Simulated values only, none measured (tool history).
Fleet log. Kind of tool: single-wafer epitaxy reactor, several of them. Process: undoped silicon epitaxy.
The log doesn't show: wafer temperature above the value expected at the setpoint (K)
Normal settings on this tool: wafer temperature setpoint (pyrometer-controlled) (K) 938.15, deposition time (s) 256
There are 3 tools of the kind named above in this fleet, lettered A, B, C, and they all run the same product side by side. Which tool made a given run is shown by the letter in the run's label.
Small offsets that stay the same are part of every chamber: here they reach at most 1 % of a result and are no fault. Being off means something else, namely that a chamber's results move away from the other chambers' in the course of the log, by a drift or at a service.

run,day,wafer temperature setpoint (pyrometer-controlled) (K),deposition time (s),hours since the last pyrometer calibration,"read-back reference wafer on the same gauge, thickness_nm",mean film thickness on the monitor wafer (Å)
# day 0.121: chamber B: pyrometer calibrated
1B,0.542,938.15,256,10.2,69.682,590.93
2C,0.983,938.15,256,1145.1,69.667,599.13
3A,1.633,938.15,256,883.8,69.656,597.11
4A,2.108,938.15,256,895.2,69.660,596.38
5C,2.792,938.15,256,1188.5,69.620,598.03
6B,3.404,938.15,256,78.9,69.609,589.91
7B,3.800,928.15,256,88.4,69.588,475.33
8A,4.262,928.15,256,946.9,69.603,480.14
9C,4.708,928.15,256,1234.5,69.571,484.20
10B,5.129,927.15,256,120.3,69.571,466.70
11C,5.783,927.15,256,1260.3,69.551,475.27
12A,6.425,927.15,256,998.8,69.557,469.67
13B,6.817,938.15,256,160.8,69.544,589.19
14C,7.121,938.15,256,1292.4,69.556,598.56
15A,7.525,928.15,240,1025.2,69.515,451.18
16C,8.117,928.15,240,1316.3,69.526,454.93
17B,8.462,928.15,240,200.3,69.513,445.65
18A,8.775,938.15,256,1055.2,69.525,593.88
19C,9.412,952.15,240,1347.4,69.497,746.12
20A,9.738,952.15,240,1078.3,69.462,744.32
21B,10.112,952.15,240,239.9,69.470,741.18
22A,10.512,938.15,256,1096.9,69.452,594.37
23C,10.854,938.15,256,1382.0,69.466,598.28
24B,11.529,938.15,228,273.9,69.437,524.24
25B,12.038,938.15,228,286.1,69.405,523.63
26C,12.667,938.15,228,1425.5,69.416,531.88
27A,13.354,938.15,256,1165.1,69.401,594.12
28A,13.783,938.15,256,1175.4,69.391,594.85
29C,14.354,938.15,256,1466.0,69.343,597.21
30B,14.929,938.15,256,355.5,69.356,587.17
31A,15.321,938.15,256,1212.3,69.338,593.42
32C,15.921,938.15,256,1503.6,69.373,597.92
33B,16.454,938.15,256,392.1,69.324,587.82
34A,16.775,938.15,283,1247.2,69.331,654.45
35C,17.292,938.15,283,1536.5,69.310,661.27

One chamber off, gauge drift, or nothing amiss beyond the chambers' own small offsets? If it is a chamber, which one, and what is the likeliest cause?

It is the gauge, not a chamber: its drift shows up in every chamber's results at once, and no chamber is off.
What lies behind it: gauge reads low (%) = 0.582.

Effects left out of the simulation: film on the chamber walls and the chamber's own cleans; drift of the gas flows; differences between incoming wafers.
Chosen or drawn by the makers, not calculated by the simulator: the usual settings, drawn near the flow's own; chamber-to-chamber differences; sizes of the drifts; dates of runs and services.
